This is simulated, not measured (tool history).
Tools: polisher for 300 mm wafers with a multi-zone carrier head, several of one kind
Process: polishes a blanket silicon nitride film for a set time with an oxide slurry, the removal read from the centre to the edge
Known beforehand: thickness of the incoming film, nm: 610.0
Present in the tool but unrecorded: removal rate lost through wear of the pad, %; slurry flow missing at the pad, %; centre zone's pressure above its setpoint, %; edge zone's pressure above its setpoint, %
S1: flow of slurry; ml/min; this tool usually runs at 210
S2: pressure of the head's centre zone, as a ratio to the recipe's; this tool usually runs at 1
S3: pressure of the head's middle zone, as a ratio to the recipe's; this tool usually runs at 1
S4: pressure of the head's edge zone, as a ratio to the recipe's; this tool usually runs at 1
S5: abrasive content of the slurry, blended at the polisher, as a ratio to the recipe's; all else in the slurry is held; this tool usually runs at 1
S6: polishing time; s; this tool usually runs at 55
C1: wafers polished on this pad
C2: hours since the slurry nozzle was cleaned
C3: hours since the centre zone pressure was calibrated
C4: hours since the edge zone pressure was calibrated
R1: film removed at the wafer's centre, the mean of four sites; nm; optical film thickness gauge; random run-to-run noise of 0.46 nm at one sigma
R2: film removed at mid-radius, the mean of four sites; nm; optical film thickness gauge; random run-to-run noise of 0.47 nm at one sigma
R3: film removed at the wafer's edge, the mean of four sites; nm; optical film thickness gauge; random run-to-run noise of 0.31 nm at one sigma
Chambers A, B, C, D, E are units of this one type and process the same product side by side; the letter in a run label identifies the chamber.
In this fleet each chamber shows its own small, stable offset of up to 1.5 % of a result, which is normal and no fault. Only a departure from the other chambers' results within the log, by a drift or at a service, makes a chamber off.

| run | day | S1 | S2 | S3 | S4 | S5 | S6 | C1 | C2 | C3 | C4 | R1 | R2 | R3 |
|---|---|---|---|---|---|---|---|---|---|---|---|---|---|---|
|  | 0.033 | chamber B: edge zone pressure recalibrated |
| 1E | 0.362 | 210 | 1 | 1 | 1 | 1 | 55 | 216 | 391 | 942.8 | 432.3 | 32.148 | 31.545 | 32.22 |
| 2D | 0.571 | 210 | 1 | 1 | 1 | 1 | 55 | 312 | 182.7 | 1168.9 | 546.4 | 32.748 | 32.92 | 31.947 |
| 3A | 0.792 | 210 | 1 | 1 | 1 | 1 | 55 | 259 | 578.9 | 35.8 | 390.4 | 32.351 | 32.608 | 32.618 |
| 4B | 1.05 | 210 | 1 | 1 | 1 | 1 | 55 | 992 | 489 | 1054.5 | 24.5 | 32.588 | 33.053 | 32.595 |
| 5C | 1.333 | 210 | 1 | 1 | 1 | 1 | 55 | 470 | 386.6 | 1242.1 | 489 | 32.802 | 32.159 | 32.342 |
| 6A | 1.621 | 210 | 1 | 1 | 1 | 1 | 55 | 436 | 598.8 | 55.7 | 410.3 | 31.821 | 32.397 | 32.638 |
| 7B | 1.996 | 210 | 1 | 1 | 1 | 1 | 55 | 1193 | 511.7 | 1077.2 | 47.2 | 31.565 | 32.624 | 32.585 |
| 8E | 2.258 | 210 | 1 | 1 | 1 | 1 | 55 | 619 | 436.5 | 988.3 | 477.8 | 33.07 | 32.01 | 32.389 |
|  | 2.558 | chamber C: slurry nozzle cleaned |
|  | 2.621 | chamber D: worn pad replaced by a new one |
| 9D | 2.667 | 210 | 1 | 1 | 1 | 1 | 55 | 9 | 233 | 1219.2 | 596.7 | 32.942 | 32.149 | 32.17 |
|  | 2.762 | chamber A: worn pad replaced by a new one |
| 10C | 2.942 | 210 | 1 | 1 | 1 | 1 | 55 | 812 | 9.2 | 1280.7 | 527.6 | 32.034 | 32.374 | 31.761 |
| 11E | 3.25 | 210 | 1 | 1 | 1 | 1 | 55 | 830 | 460.3 | 1012.1 | 501.6 | 32.109 | 31.405 | 32.781 |
|  | 3.442 | chamber B: worn pad replaced by a new one |
| 12A | 3.517 | 210 | 1 | 1 | 1 | 1 | 55 | 161 | 644.3 | 101.2 | 455.8 | 32.012 | 32.202 | 32.976 |
|  | 3.558 | chamber E: worn pad replaced by a new one |
|  | 3.642 | chamber C: centre zone pressure recalibrated |
| 13C | 3.783 | 210 | 1 | 1 | 1 | 1 | 55 | 991 | 29.4 | 3.5 | 547.8 | 32.078 | 32.855 | 31.987 |
| 14D | 4.208 | 210 | 1 | 1 | 1 | 1 | 55 | 337 | 270 | 1256.2 | 633.7 | 33.227 | 32.302 | 32.07 |
|  | 4.358 | chamber C: worn pad replaced by a new one |
|  | 4.392 | chamber B: centre zone pressure recalibrated |
| 15B | 4.433 | 210 | 1 | 1 | 1 | 1 | 55 | 211 | 570.2 | 1 | 105.7 | 32.427 | 33.034 | 32.521 |
| 16B | 4.758 | 210 | 1 | 1 | 1 | 1 | 55 | 280 | 578 | 8.8 | 113.5 | 33.177 | 32.005 | 32.061 |
|  | 4.938 | chamber E: centre zone pressure recalibrated |
| 17C | 5.15 | 210 | 1 | 1 | 1 | 1 | 55 | 168 | 62.2 | 36.3 | 580.6 | 32.623 | 32.295 | 32.561 |
| 18A | 5.504 | 210 | 1 | 1 | 1 | 1 | 55 | 584 | 692 | 148.9 | 503.5 | 31.646 | 32.92 | 32.344 |
|  | 5.633 | chamber C: edge zone pressure recalibrated |
| 19E | 5.854 | 150 | 1 | 1 | 1 | 1 | 55 | 489 | 522.8 | 22.1 | 564.1 | 31.168 | 30.433 | 31.815 |
|  | 6.092 | chamber A: worn pad replaced by a new one |
|  | 6.183 | chamber D: centre zone pressure recalibrated |
| 20D | 6.262 | 150 | 1 | 1 | 1 | 1 | 55 | 774 | 319.3 | 2 | 683 | 30.798 | 31.245 | 30.926 |
|  | 6.325 | chamber D: worn pad replaced by a new one |
| 21E | 6.508 | 150 | 1 | 1 | 1 | 1 | 55 | 628 | 538.5 | 37.8 | 579.8 | 30.427 | 29.854 | 31.251 |
| 22B | 6.938 | 150 | 1 | 1 | 1 | 1 | 55 | 744 | 630.3 | 61.1 | 165.8 | 28.568 | 29.448 | 29.663 |
| 23C | 7.362 | 150 | 1 | 1 | 1 | 1 | 55 | 639 | 115.3 | 89.4 | 41.6 | 29.882 | 31.104 | 30.824 |
|  | 7.483 | chamber E: worn pad replaced by a new one |
| 24A | 7.633 | 210 | 1 | 1 | 1 | 1 | 55 | 328 | 743.1 | 200 | 554.6 | 32.032 | 31.783 | 32.923 |
| 25D | 7.9 | 210 | 1 | 1 | 1 | 1 | 55 | 335 | 358.6 | 41.3 | 722.3 | 32.885 | 32.155 | 31.974 |
| 26B | 8.258 | 210 | 1 | 1 | 1 | 1 | 55 | 1025 | 662 | 92.8 | 197.5 | 31.908 | 30.697 | 31.21 |
|  | 8.492 | chamber A: slurry nozzle cleaned |
| 27A | 8.625 | 210 | 1 | 1 | 1 | 1 | 55 | 539 | 3.2 | 223.8 | 578.4 | 32.613 | 32.341 | 32.903 |
| 28D | 9.021 | 210 | 1 | 1 | 1 | 1 | 55 | 574 | 385.5 | 68.2 | 749.2 | 32.344 | 32.558 | 32.462 |
| 29E | 9.25 | 210 | 1 | 1 | 1 | 1 | 55 | 376 | 604.3 | 103.6 | 645.6 | 32.954 | 32.058 | 32.567 |
| 30C | 9.538 | 210 | 1 | 1 | 1 | 1 | 55 | 1101 | 167.5 | 141.6 | 93.8 | 32.427 | 31.839 | 31.938 |
|  | 9.838 | chamber D: worn pad replaced by a new one |
| 31C | 9.921 | 210 | 1 | 1 | 1 | 1 | 55 | 1183 | 176.7 | 150.8 | 103 | 32.222 | 31.915 | 31.98 |
|  | 10.058 | chamber B: worn pad replaced by a new one |
| 32E | 10.138 | 210 | 1 | 1 | 1 | 1 | 55 | 565 | 625.6 | 124.9 | 666.9 | 32.145 | 32.318 | 32.38 |
|  | 10.179 | chamber C: worn pad replaced by a new one |
|  | 10.288 | chamber A: worn pad replaced by a new one |
| 33A | 10.546 | 210 | 1 | 1.07 | 1.1 | 1 | 55 | 55 | 49.3 | 269.9 | 624.5 | 31.87 | 34.405 | 34.588 |
| 34D | 10.792 | 210 | 1 | 1.07 | 1.1 | 1 | 55 | 203 | 428 | 110.7 | 791.7 | 32.48 | 35.558 | 34.251 |
| 35B | 11.2 | 210 | 1 | 1.07 | 1.1 | 1 | 55 | 243 | 732.6 | 163.4 | 268.1 | 30.19 | 32.275 | 32.316 |
| 36A | 11.504 | 210 | 1 | 1.07 | 1.1 | 1 | 55 | 259 | 72.3 | 292.9 | 647.5 | 32.34 | 34.807 | 34.184 |
| 37D | 11.733 | 210 | 1 | 1.07 | 1.1 | 1 | 55 | 403 | 450.6 | 133.3 | 814.3 | 32.603 | 35.202 | 33.898 |
| 38C | 11.979 | 210 | 1 | 1 | 1 | 1 | 55 | 383 | 226.1 | 200.2 | 152.4 | 32.251 | 32.566 | 31.936 |
| 39B | 12.388 | 210 | 0.95 | 1 | 1 | 1 | 55 | 495 | 761.1 | 191.9 | 296.6 | 27.023 | 29.424 | 30.059 |

Next, all 5 chambers run the settings below, one line each with question marks for the results. What does each chamber give?
| 40A | 12.7 | 210 | 1 | 1.06 | 1 | 1 | 55 |  |  |  |  | ? | ? | ? |
| 40B | 12.7 | 210 | 1 | 1.06 | 1 | 1 | 55 |  |  |  |  | ? | ? | ? |
| 40C | 12.7 | 210 | 1 | 1.06 | 1 | 1 | 55 |  |  |  |  | ? | ? | ? |
| 40D | 12.7 | 210 | 1 | 1.06 | 1 | 1 | 55 |  |  |  |  | ? | ? | ? |
| 40E | 12.7 | 210 | 1 | 1.06 | 1 | 1 | 55 |  |  |  |  | ? | ? | ? |

| run | R1 | R2 | R3 |
|---|---|---|---|
| 40A | 32.036 | 34.72 | 31.915 |
| 40B | 30.008 | 30.957 | 30.208 |
| 40C | 31.852 | 34.33 | 32.202 |
| 40D | 32.752 | 34.964 | 32.058 |
| 40E | 32.913 | 33.889 | 32.866 |

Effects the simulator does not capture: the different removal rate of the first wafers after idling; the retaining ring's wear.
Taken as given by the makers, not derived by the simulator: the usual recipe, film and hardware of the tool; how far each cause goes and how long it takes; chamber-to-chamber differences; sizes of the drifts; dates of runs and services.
